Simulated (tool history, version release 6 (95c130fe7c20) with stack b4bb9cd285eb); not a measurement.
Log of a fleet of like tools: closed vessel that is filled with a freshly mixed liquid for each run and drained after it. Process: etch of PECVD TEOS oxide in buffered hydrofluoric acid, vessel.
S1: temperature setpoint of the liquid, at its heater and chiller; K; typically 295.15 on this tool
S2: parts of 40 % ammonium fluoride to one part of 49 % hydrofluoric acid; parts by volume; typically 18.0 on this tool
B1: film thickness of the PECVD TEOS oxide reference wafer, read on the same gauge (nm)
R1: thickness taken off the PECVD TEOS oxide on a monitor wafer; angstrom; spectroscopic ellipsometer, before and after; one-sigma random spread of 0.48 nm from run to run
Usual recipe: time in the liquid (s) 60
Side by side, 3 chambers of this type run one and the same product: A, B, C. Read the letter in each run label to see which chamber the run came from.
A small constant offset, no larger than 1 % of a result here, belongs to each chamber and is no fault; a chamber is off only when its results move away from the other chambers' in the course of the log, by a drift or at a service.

run 1C hour=10.6 | S1=295.15 S2=18.0 time_in_the_liquid_(s)=60 | B1=70.038 | R1=674.21
run 2A hour=22.6 | S1=295.15 S2=18.0 time_in_the_liquid_(s)=60 | B1=69.990 | R1=679.84
run 3B hour=34.1 | S1=295.15 S2=18.0 time_in_the_liquid_(s)=60 | B1=69.995 | R1=680.21
run 4A hour=41.5 | S1=295.15 S2=18.0 time_in_the_liquid_(s)=60 | B1=69.999 | R1=695.12
run 5C hour=53.5 | S1=295.15 S2=18.0 time_in_the_liquid_(s)=60 | B1=69.998 | R1=675.98
run 6B hour=62.8 | S1=295.15 S2=18.0 time_in_the_liquid_(s)=60 | B1=70.019 | R1=681.08
run 7A hour=73.2 | S1=295.15 S2=18.0 time_in_the_liquid_(s)=60 | B1=69.982 | R1=682.11
run 8B hour=82.6 | S1=297.65 S2=18.0 time_in_the_liquid_(s)=35 | B1=69.987 | R1=456.07
run 9C hour=94.2 | S1=297.65 S2=18.0 time_in_the_liquid_(s)=35 | B1=69.969 | R1=461.01
run 10C hour=105.2 | S1=297.65 S2=18.0 time_in_the_liquid_(s)=35 | B1=69.974 | R1=451.32
run 11B hour=117.6 | S1=295.15 S2=18.0 time_in_the_liquid_(s)=60 | B1=69.986 | R1=679.57
run 12A hour=130.0 | S1=295.15 S2=18.0 time_in_the_liquid_(s)=60 | B1=70.017 | R1=684.78
run 13A hour=139.6 | S1=295.15 S2=18.0 time_in_the_liquid_(s)=60 | B1=69.966 | R1=680.14
run 14C hour=145.4 | S1=295.15 S2=18.0 time_in_the_liquid_(s)=60 | B1=69.988 | R1=672.03
run 15B hour=153.3 | S1=295.15 S2=18.0 time_in_the_liquid_(s)=60 | B1=70.013 | R1=672.22
run 16B hour=165.4 | S1=295.15 S2=18.0 time_in_the_liquid_(s)=60 | B1=70.009 | R1=676.07
run 17C hour=173.5 | S1=295.15 S2=18.0 time_in_the_liquid_(s)=60 | B1=69.981 | R1=682.72
run 18A hour=186.6 | S1=295.15 S2=18.0 time_in_the_liquid_(s)=60 | B1=69.973 | R1=681.66
run 19B hour=198.8 | S1=295.15 S2=18.0 time_in_the_liquid_(s)=60 | B1=69.986 | R1=681.48
-- hour=206.6 chamber B: hydrofluoric acid flow meter replaced
run 20C hour=211.1 | S1=295.15 S2=18.0 time_in_the_liquid_(s)=60 | B1=70.028 | R1=669.02
run 21A hour=218.0 | S1=295.15 S2=24.5 time_in_the_liquid_(s)=90 | B1=69.991 | R1=807.13
run 22A hour=224.8 | S1=295.15 S2=24.5 time_in_the_liquid_(s)=90 | B1=69.975 | R1=797.31
run 23C hour=231.7 | S1=295.15 S2=24.5 time_in_the_liquid_(s)=90 | B1=69.993 | R1=801.64
run 24B hour=239.3 | S1=295.15 S2=18.0 time_in_the_liquid_(s)=60 | B1=70.031 | R1=681.10
run 25C hour=245.5 | S1=295.15 S2=18.0 time_in_the_liquid_(s)=60 | B1=70.031 | R1=679.40
run 26A hour=254.2 | S1=295.15 S2=21.0 time_in_the_liquid_(s)=95 | B1=69.994 | R1=946.84
run 27B hour=265.8 | S1=295.15 S2=21.0 time_in_the_liquid_(s)=95 | B1=69.993 | R1=935.34
-- hour=272.5 chamber A: thermometer replaced
run 28A hour=277.8 | S1=295.15 S2=21.0 time_in_the_liquid_(s)=95 | B1=70.030 | R1=941.57
run 29B hour=291.1 | S1=295.15 S2=18.0 time_in_the_liquid_(s)=60 | B1=69.999 | R1=669.22
run 30C hour=299.7 | S1=295.15 S2=18.0 time_in_the_liquid_(s)=60 | B1=69.996 | R1=675.60
-- hour=305.1 chamber C: thermometer replaced
run 31C hour=307.0 | S1=295.15 S2=18.0 time_in_the_liquid_(s)=60 | B1=70.023 | R1=686.50
run 32B hour=319.5 | S1=295.15 S2=18.0 time_in_the_liquid_(s)=60 | B1=69.972 | R1=682.89
run 33A hour=332.5 | S1=295.15 S2=18.0 time_in_the_liquid_(s)=60 | B1=69.982 | R1=680.26

Predict what each chamber gives when all 3 of them run the settings below next.
run 34A hour=342.0 | S1=295.15 S2=18.0 time_in_the_liquid_(s)=60 | R1=?
run 34B hour=342.0 | S1=295.15 S2=18.0 time_in_the_liquid_(s)=60 | R1=?
run 34C hour=342.0 | S1=295.15 S2=18.0 time_in_the_liquid_(s)=60 | R1=?

run=34A R1=674.46
run=34B R1=677.40
run=34C R1=674.71
